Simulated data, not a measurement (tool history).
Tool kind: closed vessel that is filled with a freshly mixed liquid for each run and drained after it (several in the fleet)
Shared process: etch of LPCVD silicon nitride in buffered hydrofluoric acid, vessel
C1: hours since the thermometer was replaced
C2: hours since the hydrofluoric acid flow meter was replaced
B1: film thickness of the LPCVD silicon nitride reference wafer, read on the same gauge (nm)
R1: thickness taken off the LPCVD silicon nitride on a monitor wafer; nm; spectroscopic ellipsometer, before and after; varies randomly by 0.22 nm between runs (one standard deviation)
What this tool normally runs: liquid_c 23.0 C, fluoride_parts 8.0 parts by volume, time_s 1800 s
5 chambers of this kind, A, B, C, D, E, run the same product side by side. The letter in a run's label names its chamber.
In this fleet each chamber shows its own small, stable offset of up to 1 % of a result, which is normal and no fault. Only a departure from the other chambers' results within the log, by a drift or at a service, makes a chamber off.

Run 1E, day 0.125: usual settings; C1 325.2; C2 1344.8; B1 50.016. Result: R1 28.126 nm.
Run 2A, day 0.221: usual settings; C1 1343.5; C2 790.4; B1 50.005. Result: R1 28.149 nm.
Run 3D, day 0.354: usual settings; C1 1465.6; C2 258.0; B1 49.980. Result: R1 28.834 nm.
Run 4C, day 0.521: usual settings; C1 1593.9; C2 392.1; B1 49.982. Result: R1 28.175 nm.
Run 5B, day 0.692: usual settings; C1 960.0; C2 293.2; B1 49.991. Result: R1 28.209 nm.
Run 6C, day 0.800: usual settings; C1 1600.6; C2 398.8; B1 50.016. Result: R1 27.998 nm.
Run 7E, day 0.904: usual settings; C1 343.9; C2 1363.5; B1 50.022. Result: R1 28.193 nm.
Run 8B, day 1.033: usual settings; C1 968.2; C2 301.4; B1 50.022. Result: R1 28.451 nm.
Run 9A, day 1.229: usual settings; C1 1367.7; C2 814.6; B1 50.003. Result: R1 28.147 nm.
Run 10D, day 1.333: usual settings; C1 1489.1; C2 281.5; B1 49.974. Result: R1 28.490 nm.
Run 11C, day 1.462: usual settings; C1 1616.5; C2 414.7; B1 50.018. Result: R1 28.464 nm.
Run 12D, day 1.642: usual settings; C1 1496.5; C2 288.9; B1 49.996. Result: R1 28.498 nm.
Run 13E, day 1.779: usual settings; C1 364.9; C2 1384.5; B1 50.006. Result: R1 27.922 nm.
Run 14A, day 1.946: usual settings; C1 1384.9; C2 831.8; B1 50.012. Result: R1 28.304 nm.
At day 1.954: chamber E: hydrofluoric acid flow meter replaced.
Run 15B, day 2.138: usual settings; C1 994.7; C2 327.9; B1 50.038. Result: R1 28.652 nm.
Run 16C, day 2.233: usual settings; C1 1635.0; C2 433.2; B1 49.970. Result: R1 28.371 nm.
Run 17B, day 2.425: usual settings; C1 1001.6; C2 334.8; B1 49.953. Result: R1 28.057 nm.
Run 18E, day 2.529: usual settings; C1 382.9; C2 13.8; B1 49.988. Result: R1 28.107 nm.
Run 19D, day 2.688: usual settings; C1 1521.6; C2 314.0; B1 50.002. Result: R1 28.238 nm.
Run 20A, day 2.871: usual settings but liquid_c 24.5 C, fluoride_parts 6.0 parts by volume; C1 1407.1; C2 854.0; B1 50.051. Result: R1 40.145 nm.
Run 21A, day 3.054: usual settings but liquid_c 24.5 C, fluoride_parts 6.0 parts by volume; C1 1411.5; C2 858.4; B1 50.022. Result: R1 39.518 nm.
Run 22C, day 3.154: usual settings but liquid_c 24.5 C, fluoride_parts 6.0 parts by volume; C1 1657.1; C2 455.3; B1 50.016. Result: R1 40.691 nm.
Run 23B, day 3.246: usual settings but liquid_c 24.5 C, fluoride_parts 6.0 parts by volume; C1 1021.3; C2 354.5; B1 49.972. Result: R1 40.523 nm.
Run 24E, day 3.371: usual settings but liquid_c 24.5 C, fluoride_parts 6.0 parts by volume; C1 403.1; C2 34.0; B1 50.003. Result: R1 39.871 nm.
Run 25D, day 3.467: usual settings; C1 1540.3; C2 332.7; B1 50.029. Result: R1 28.535 nm.
Run 26A, day 3.650: usual settings; C1 1425.8; C2 872.7; B1 50.022. Result: R1 27.788 nm.
Run 27E, day 3.779: usual settings; C1 412.9; C2 43.8; B1 49.989. Result: R1 27.599 nm.
Run 28B, day 3.883: usual settings; C1 1036.6; C2 369.8; B1 50.021. Result: R1 27.196 nm.
Run 29D, day 4.092: usual settings; C1 1555.3; C2 347.7; B1 49.979. Result: R1 28.372 nm.
At day 4.192: chamber D: thermometer replaced.
Run 30C, day 4.250: usual settings; C1 1683.4; C2 481.6; B1 49.966. Result: R1 27.897 nm.
Run 31C, day 4.446: usual settings but liquid_c 20.5 C; C1 1688.1; C2 486.3; B1 50.003. Result: R1 24.579 nm.
Run 32B, day 4.662: usual settings but liquid_c 20.5 C; C1 1055.3; C2 388.5; B1 50.012. Result: R1 23.631 nm.
Run 33A, day 4.796: usual settings but liquid_c 20.5 C; C1 1453.3; C2 900.2; B1 49.975. Result: R1 24.663 nm.
Run 34D, day 4.921: usual settings but liquid_c 20.5 C; C1 17.6; C2 367.6; B1 50.005. Result: R1 24.646 nm.
Run 35E, day 5.054: usual settings but liquid_c 20.5 C; C1 443.5; C2 74.4; B1 49.962. Result: R1 24.267 nm.
Run 36A, day 5.150: usual settings; C1 1461.8; C2 908.7; B1 49.990. Result: R1 28.368 nm.
Run 37C, day 5.296: usual settings; C1 1708.5; C2 506.7; B1 49.979. Result: R1 28.051 nm.
Run 38E, day 5.429: usual settings; C1 452.5; C2 83.4; B1 50.026. Result: R1 27.865 nm.
Run 39D, day 5.525: usual settings; C1 32.1; C2 382.1; B1 50.044. Result: R1 28.223 nm.
Run 40B, day 5.617: usual settings; C1 1078.2; C2 411.4; B1 49.982. Result: R1 26.519 nm.
Run 41C, day 5.754: usual settings but fluoride_parts 6.5 parts by volume; C1 1719.5; C2 517.7; B1 50.037. Result: R1 34.545 nm.
Run 42D, day 5.950: usual settings but fluoride_parts 6.5 parts by volume; C1 42.3; C2 392.3; B1 49.993. Result: R1 35.389 nm.

Which is it: a chamber that has drifted or been left off by a service, a gauge drift common to all chambers, or only each chamber's usual small offset? If a chamber is off, name it and its likeliest cause.

Chamber B drifts away from the others.
What lies behind it: hydrofluoric acid flow below the setpoint (%) = 5.85.
It could be hard to tell apart here from: liquid colder than its thermometer reads (K).

Here are 4 candidates for chamber B's next run, each the usual settings with a change, their results left as question marks. Which one brings its results back in line with what the others give on the usual settings?
In line means no further than this from the other chambers' mean on the usual settings: R1 0.780 nm
Run 43B-1, day 6.108: usual settings but liquid_c 25.0 C. Result: R1 ?.
Run 43B-2, day 6.108: usual settings but liquid_c 24.0 C. Result: R1 ?.
Run 43B-3, day 6.108: usual settings but time_s 1610 s. Result: R1 ?.
Run 43B-4, day 6.108: usual settings but liquid_c 22.0 C. Result: R1 ?.

The other chambers' mean on the usual settings: R1 28.104 nm
  run      R1
43B-1  29.761
43B-2  28.203
43B-3  23.897
43B-4  25.301
The answer is 43B-2, which returns the chamber to within the allowed miss of the others.
